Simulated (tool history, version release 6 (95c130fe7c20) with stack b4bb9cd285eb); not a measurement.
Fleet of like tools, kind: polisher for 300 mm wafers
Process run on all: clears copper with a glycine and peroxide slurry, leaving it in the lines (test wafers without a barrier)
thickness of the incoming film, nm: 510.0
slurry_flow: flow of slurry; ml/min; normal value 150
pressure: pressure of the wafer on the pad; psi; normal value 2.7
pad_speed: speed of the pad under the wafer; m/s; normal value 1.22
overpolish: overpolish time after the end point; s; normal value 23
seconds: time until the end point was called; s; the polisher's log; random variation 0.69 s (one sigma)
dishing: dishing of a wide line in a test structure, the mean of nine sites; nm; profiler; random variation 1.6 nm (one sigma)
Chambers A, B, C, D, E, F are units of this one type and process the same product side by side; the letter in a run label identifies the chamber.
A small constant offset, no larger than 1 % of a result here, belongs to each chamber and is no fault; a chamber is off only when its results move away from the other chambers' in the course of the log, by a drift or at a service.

run,hour,slurry_flow,pressure,pad_speed,overpolish,wafers polished on this pad,hours since the slurry nozzle was cleaned,hours since the head pressure was calibrated,seconds,dishing
1F,8,150,2.7,1.22,23,942,41.6,444.5,72.803,82.367
2E,19.1,150,2.7,1.22,23,925,271.5,449.8,73.786,81.018
# hour 19.5: chamber F: worn pad replaced by a new one
# hour 31.6: chamber E: head pressure recalibrated
3D,34,150,2.7,1.22,23,528,386.8,39.3,72.319,78.278
# hour 36.9: chamber E: worn pad replaced by a new one
4C,48.5,150,2.7,1.22,23,582,77,74.2,71.48,84.07
5B,61.1,150,2.7,1.22,23,750,437.2,1123.4,72.479,79.139
# hour 65.3: chamber D: worn pad replaced by a new one
6A,70.7,150,2.7,1.22,23,1672,238.9,784.5,72.011,80.541
# hour 71.1: chamber A: worn pad replaced by a new one
7B,79.7,150,2.7,0.92,23,952,455.8,1142,91.359,70.866
8E,86.7,150,2.7,0.92,23,540,339.1,55.1,92.694,71.118
9D,94.6,150,2.7,0.92,23,318,447.4,99.9,92.238,69.74
# hour 105.4: chamber F: worn pad replaced by a new one
10A,107.6,150,2.7,0.92,23,395,275.8,821.4,90.309,71.133
# hour 108: chamber C: worn pad replaced by a new one
# hour 108.9: chamber B: worn pad replaced by a new one
11C,116.7,150,2.7,0.92,23,95,145.2,142.4,91.407,71.274
12F,128,150,2.7,0.92,23,245,161.6,564.5,88.4,70.57
# hour 135.6: chamber E: worn pad replaced by a new one
13E,137.8,150,2.7,1.22,23,24,390.2,106.2,72.585,79.74
# hour 139.3: chamber D: slurry nozzle cleaned
14F,147.8,150,2.7,1.22,23,460,181.4,584.3,72.4,78.097
# hour 153.1: chamber B: head pressure recalibrated
# hour 155.8: chamber D: worn pad replaced by a new one
15B,161.7,150,2.7,1.22,23,572,537.8,8.7,72.218,79.437
# hour 162.8: chamber B: slurry nozzle cleaned
16A,172.1,150,2.7,1.22,23,1094,340.3,885.9,71.51,82.719
17D,183.3,150,2.7,1.22,23,298,44,188.6,72.867,78.484
18C,195.1,150,2.7,1.22,23,945,223.6,220.8,72.576,81.92
# hour 209.2: chamber F: worn pad replaced by a new one
19B,209.5,150,2.7,1.22,23,1090,46.7,56.5,70.945,79.47
# hour 213.4: chamber A: slurry nozzle cleaned
# hour 213.8: chamber A: worn pad replaced by a new one
# hour 216.7: chamber E: worn pad replaced by a new one
# hour 217.5: chamber C: worn pad replaced by a new one
20E,219.9,150,2.7,1.22,23,35,472.3,188.3,74.125,81.523
# hour 227.5: chamber B: worn pad replaced by a new one
21C,229.7,150,2.7,1.22,23,132,258.2,255.4,72.692,81.064
# hour 233.4: chamber F: slurry nozzle cleaned
22D,244,200,3,1.22,23,956,104.7,249.3,63.306,86.708
23F,250.6,200,3,1.22,23,449,17.3,687.1,62.713,85.732
# hour 257.7: chamber D: worn pad replaced by a new one
24A,262.3,200,3,1.22,23,526,48.9,976.1,63.396,85.33
25E,275.3,200,3,1.22,23,636,527.7,243.7,65.283,87.474
26D,282,200,3,1.22,23,263,142.7,287.3,62.955,88.824
27B,295.8,200,3,1.22,23,740,133,142.8,62.628,86.671
28C,310,115,2.7,1.22,23,1003,338.5,335.7,75.609,77.279
# hour 311.8: chamber F: worn pad replaced by a new one
# hour 316.2: chamber E: worn pad replaced by a new one
29A,317.7,115,2.7,1.22,23,1126,104.3,1031.5,75.148,79.946
# hour 322.9: chamber C: worn pad replaced by a new one
30F,331.9,115,2.7,1.22,23,217,98.6,768.4,75.817,77.001
# hour 336.7: chamber A: worn pad replaced by a new one
# hour 337.5: chamber D: worn pad replaced by a new one
31B,343.7,115,2.7,1.22,23,1260,180.9,190.7,75.503,75.945
# hour 344.3: chamber B: worn pad replaced by a new one
32A,357.7,115,2.7,1.22,23,227,144.3,1071.5,75.114,78.394
# hour 359.4: chamber C: slurry nozzle cleaned
33D,366.2,115,2.7,1.22,23,311,226.9,371.5,76.089,75.436
34C,376.3,150,2.7,1.22,23,579,17,402,71.037,80.799
35F,385.3,150,2.7,1.22,23,796,152,821.8,70.847,82.373
36E,392.2,150,2.7,1.22,23,824,644.6,360.6,78.644,73.498
# hour 393.3: chamber E: worn pad replaced by a new one
37C,399.3,150,2.7,1.22,23,829,40,425,71.245,79.762
# hour 403.8: chamber F: worn pad replaced by a new one
38B,408.4,150,2.7,1.22,23,695,245.6,255.4,70.959,79.319
39A,421.9,150,2.7,1.22,23,923,208.5,1135.7,70.543,81.66
40D,433.7,150,2.7,1.22,23,1043,294.4,439,72.231,77.292
41F,444.1,150,2.7,1.22,23,437,210.8,880.6,72.135,81.388
42E,451.5,150,2.7,1.22,23,631,703.9,419.9,81.488,75.439

Read the log: is a single chamber off, either drifting away or since a service, is the gauge that measures every chamber drifting, or is nothing wrong beyond small per-chamber offsets? Name any odd chamber and what most likely caused it.

Little by little, chamber E moves away from the other chambers.
Most likely cause: slurry flow missing at the pad, % = 39.8.
The log may not tell that from: head's pressure below its setpoint, %.

Chamber E could run next with any of the 4 candidate recipes listed below; each alters the usual settings, and their results appear as question marks. Which one brings its results back in line with what the other chambers deliver on the usual settings?
Maximum distance from the other chambers' mean on the usual settings for a result to count as in line: seconds 2.4 s; dishing 5.6 nm
43E-1,462.2,160,3.1,1.42,23,,,,?,?
43E-2,462.2,145,2.3,1.04,24,,,,?,?
43E-3,462.2,145,2.5,1.14,23,,,,?,?
43E-4,462.2,155,2.9,1.3,23,,,,?,?

What the other chambers average on the usual settings: seconds 71.984 s; dishing 80.625 nm
run,seconds,dishing
43E-1,62.759,88.166
43E-2,107.54,64.767
43E-3,93.324,69.259
43E-4,72.391,81.354
43E-4 puts the chamber back in line with the other chambers.

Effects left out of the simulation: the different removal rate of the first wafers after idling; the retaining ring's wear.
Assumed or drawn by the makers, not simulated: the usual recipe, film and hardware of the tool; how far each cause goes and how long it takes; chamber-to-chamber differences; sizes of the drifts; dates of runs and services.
